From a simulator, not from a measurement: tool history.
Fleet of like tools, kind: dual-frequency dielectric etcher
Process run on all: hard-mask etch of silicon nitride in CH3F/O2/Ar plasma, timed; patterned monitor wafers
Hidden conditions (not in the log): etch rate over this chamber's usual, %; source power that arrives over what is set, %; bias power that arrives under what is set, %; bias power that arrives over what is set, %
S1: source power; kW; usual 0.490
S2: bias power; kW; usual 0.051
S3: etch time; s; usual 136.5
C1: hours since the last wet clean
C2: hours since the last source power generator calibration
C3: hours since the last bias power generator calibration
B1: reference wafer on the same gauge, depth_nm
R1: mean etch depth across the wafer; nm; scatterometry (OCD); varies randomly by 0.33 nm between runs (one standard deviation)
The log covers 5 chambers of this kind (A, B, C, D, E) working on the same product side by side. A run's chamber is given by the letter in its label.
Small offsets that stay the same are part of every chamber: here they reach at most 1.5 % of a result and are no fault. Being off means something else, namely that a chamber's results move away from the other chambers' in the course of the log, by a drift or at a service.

run,day,S1,S2,S3,C1,C2,C3,B1,R1
1B,0.242,0.490,0.051,136.5,219.2,1087.8,1528.2,102.14,93.412
2D,0.704,0.490,0.051,136.5,175.8,1286.0,921.9,102.12,92.905
3E,1.204,0.490,0.051,136.5,233.6,468.5,3635.8,102.18,93.285
4C,1.596,0.490,0.051,136.5,56.6,5205.4,1595.4,102.24,92.473
5A,2.062,0.490,0.051,136.5,316.4,1286.9,994.1,102.21,92.784
6A,2.354,0.490,0.051,136.5,323.4,1293.9,1001.1,102.16,92.393
7E,2.617,0.490,0.051,136.5,267.5,502.4,3669.7,102.27,94.043
8B,2.879,0.490,0.051,136.5,282.5,1151.1,1591.5,102.19,93.122
9D,3.267,0.490,0.051,136.5,237.3,1347.5,983.4,102.22,92.632
10C,3.546,0.490,0.051,136.5,103.4,5252.2,1642.2,102.15,92.981
# day 3.575: chamber A: wet clean of the chamber
11E,4.062,0.490,0.051,136.5,302.2,537.1,3704.4,102.10,93.926
12B,4.458,0.490,0.051,173.0,320.4,1189.0,1629.4,102.20,118.070
13D,4.958,0.490,0.051,173.0,277.9,1388.1,1024.0,102.23,117.150
14C,5.471,0.490,0.051,173.0,149.6,5298.4,1688.4,102.18,117.770
15A,5.942,0.490,0.051,173.0,56.8,1380.0,1087.2,102.28,117.250
16A,6.342,0.490,0.051,173.0,66.4,1389.6,1096.8,102.24,117.340
17D,6.646,0.490,0.051,136.5,318.4,1428.6,1064.5,102.15,92.699
18B,6.892,0.600,0.058,136.5,378.8,1247.4,1687.8,102.22,105.240
19C,7.154,0.600,0.058,136.5,190.0,5338.8,1728.8,102.14,104.300
20E,7.571,0.600,0.058,136.5,386.4,621.3,3788.6,102.19,108.130
21D,7.996,0.600,0.058,136.5,350.8,1461.0,1096.9,102.29,104.390
22C,8.288,0.600,0.058,136.5,217.2,5366.0,1756.0,102.21,103.510
23E,8.712,0.490,0.051,136.5,413.8,648.7,3816.0,102.13,96.301
24B,9.246,0.490,0.051,136.5,435.3,1303.9,1744.3,102.21,93.476
25A,9.567,0.490,0.051,136.5,143.8,1467.0,1174.2,102.25,93.012
26D,10.071,0.490,0.051,136.5,400.6,1510.8,1146.7,102.08,92.783
27E,10.454,0.490,0.051,136.5,455.6,690.5,3857.8,102.20,97.570
28A,10.717,0.490,0.051,136.5,171.4,1494.6,1201.8,102.17,92.953
29B,11.058,0.490,0.043,122.5,478.8,1347.4,1787.8,102.22,79.248
30C,11.304,0.490,0.043,122.5,289.6,5438.4,1828.4,102.23,78.525
31D,11.625,0.490,0.043,122.5,437.9,1548.1,1184.0,102.27,78.861
# day 11.658: chamber C: source power generator calibrated
32A,12.142,0.490,0.043,122.5,205.6,1528.8,1236.0,102.32,79.216
33E,12.638,0.490,0.043,122.5,508.0,742.9,3910.2,102.14,83.100
34C,12.954,0.490,0.044,117.5,329.2,31.1,1868.0,102.17,76.430
35B,13.404,0.490,0.044,117.5,535.1,1403.7,1844.1,102.22,76.843
36E,13.667,0.490,0.044,117.5,532.7,767.6,3934.9,102.26,80.823
37A,13.958,0.490,0.044,117.5,249.2,1572.4,1279.6,102.21,76.456

Decide between three cases: one chamber stands off from its peers, the gauge reading all wafers drifts, or nothing is wrong past each chamber's small offset. Where a chamber is off, say which and what most likely put it there.

Little by little, chamber E moves away from the other chambers.
What lies behind it: etch rate over this chamber's usual, % = 5.09.

Here are 4 candidates for chamber E's next run, each the usual settings with a change, their results left as question marks. Which one brings its results back in line with what the others give on the usual settings?
In line means no further than this from the other chambers' mean on the usual settings: R1 1.200 nm
38E-1,14.362,0.490,0.042,136.5,,,,,?
38E-2,14.362,0.500,0.052,143.0,,,,,?
38E-3,14.362,0.630,0.051,136.5,,,,,?
38E-4,14.362,0.480,0.050,124.5,,,,,?

The mean the other chambers reach with the usual settings: R1 92.754 nm
run,R1
38E-1,92.931
38E-2,104.670
38E-3,108.840
38E-4,88.586
It is 38E-1 that realigns the chamber with its peers.

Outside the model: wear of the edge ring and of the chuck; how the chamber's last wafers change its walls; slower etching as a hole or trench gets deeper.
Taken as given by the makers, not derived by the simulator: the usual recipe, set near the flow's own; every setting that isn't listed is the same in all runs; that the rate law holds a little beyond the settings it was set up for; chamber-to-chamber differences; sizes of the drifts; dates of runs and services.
